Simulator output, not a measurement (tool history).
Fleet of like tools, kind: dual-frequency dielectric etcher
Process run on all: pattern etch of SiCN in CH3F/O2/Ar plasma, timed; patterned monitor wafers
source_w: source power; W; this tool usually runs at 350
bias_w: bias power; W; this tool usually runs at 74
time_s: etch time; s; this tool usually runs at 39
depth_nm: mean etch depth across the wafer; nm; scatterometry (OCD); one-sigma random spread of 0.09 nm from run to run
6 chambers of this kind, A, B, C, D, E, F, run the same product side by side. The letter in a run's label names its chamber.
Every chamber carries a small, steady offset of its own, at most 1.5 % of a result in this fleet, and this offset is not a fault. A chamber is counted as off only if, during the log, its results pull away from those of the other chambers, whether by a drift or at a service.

run	hour	source_w	bias_w	time_s	hours since the last wet clean	hours since the last source power generator calibration	hours since the last bias power generator calibration	read-back reference wafer on the same gauge, depth_nm	depth_nm
1C	10.9	350	74	39	323.3	1775.9	1228.5	14.62	14.194
2A	16.6	350	74	39	471.1	3531.2	1311.7	14.607	13.979
3B	24.1	350	74	39	24.7	63.2	1642.8	14.587	14.15
4F	33.5	350	74	39	257.6	253.6	646.9	14.604	14.188
5D	41.4	350	74	39	386.4	45.6	1016.4	14.596	14.213
6E	49.5	350	74	39	89.7	1671.5	976	14.627	14.153
7D	61.4	350	74	39	406.4	65.6	1036.4	14.587	14.122
8F	72.7	350	74	39	296.8	292.8	686.1	14.588	14.299
9A	81.6	350	74	39	536.1	3596.2	1376.7	14.586	13.908
10B	89.8	350	74	39	90.4	128.9	1708.5	14.605	14.131
11C	95.5	350	74	39	407.9	1860.5	1313.1	14.623	14.082
12E	102.8	350	74	39	143	1724.8	1029.3	14.589	14.088
13A	112.4	350	74	39	566.9	3627	1407.5	14.602	13.698
# hour 117.6: chamber A: wet clean of the chamber
14F	118.7	350	74	39	342.8	338.8	732.1	14.593	14.336
15C	130.1	350	74	28	442.5	1895.1	1347.7	14.609	10.108
16E	137.3	350	74	28	177.5	1759.3	1063.8	14.584	10.053
17B	145.2	350	74	28	145.8	184.3	1763.9	14.599	10.072
18D	151.3	350	74	28	496.3	155.5	1126.3	14.604	10.114
19A	162.6	350	74	28	45	3677.2	1457.7	14.591	9.9049
20D	170.6	350	74	28	515.6	174.8	1145.6	14.585	10.264
21E	182.3	350	74	39	222.5	1804.3	1108.8	14.606	14.159
22C	194.1	350	89	39	506.5	1959.1	1411.7	14.603	14.928
23B	200.5	350	89	39	201.1	239.6	1819.2	14.564	14.901
24F	209.9	350	89	39	434	430	823.3	14.607	15.102
25E	219.2	350	89	39	259.4	1841.2	1145.7	14.572	15.118
26B	224.9	350	89	39	225.5	264	1843.6	14.625	15.151
# hour 230.6: chamber F: wet clean of the chamber
27F	236.9	350	89	39	6.3	457	850.3	14.608	15.248
28C	242.3	350	74	39	554.7	2007.3	1459.9	14.596	13.772
29D	249.5	350	74	39	594.5	253.7	1224.5	14.593	14.001
30A	258.8	350	74	39	141.2	3773.4	1553.9	14.6	13.902
31E	266	350	74	39	306.2	1888	1192.5	14.606	14.281
32F	273.8	350	74	32.5	43.2	493.9	887.2	14.598	11.739
33D	284.8	350	74	32.5	629.8	289	1259.8	14.597	11.753
34B	297	350	74	32.5	297.6	336.1	1915.7	14.59	11.81
35C	306.4	350	74	32.5	618.8	2071.4	1524	14.605	11.23
36A	316.9	350	74	32.5	199.3	3831.5	1612	14.614	11.46
37F	328.4	350	74	32.5	97.8	548.5	941.8	14.622	11.881
38D	335.9	350	74	39	680.9	340.1	1310.9	14.613	14.184
39C	345.9	440	74	32.5	658.3	2110.9	1563.5	14.605	12.266

Does one chamber stand apart from the rest, does the shared gauge drift, or is all well apart from small per-chamber offsets? Give the chamber and the most likely cause, where there is one.

Chamber C drifts away from the others.
Cause: etch rate under this chamber's usual, % = 5.37.

Chamber C could run next with any of the 4 candidate recipes listed below; each alters the usual settings, and their results appear as question marks. Which one brings its results back in line with what the other chambers deliver on the usual settings?
In line means no further than this from the other chambers' mean on the usual settings: depth_nm 0.32 nm
40C-1	354.7	310	67	39					?
40C-2	354.7	350	74	37					?
40C-3	354.7	350	84	39					?
40C-4	354.7	360	75	42					?

On the usual settings, the other chambers give on average: depth_nm 14.067 nm
run	depth_nm
40C-1	12.365
40C-2	12.719
40C-3	14.037
40C-4	14.661
Change 40C-3 lands the chamber within the allowed miss of the other chambers.
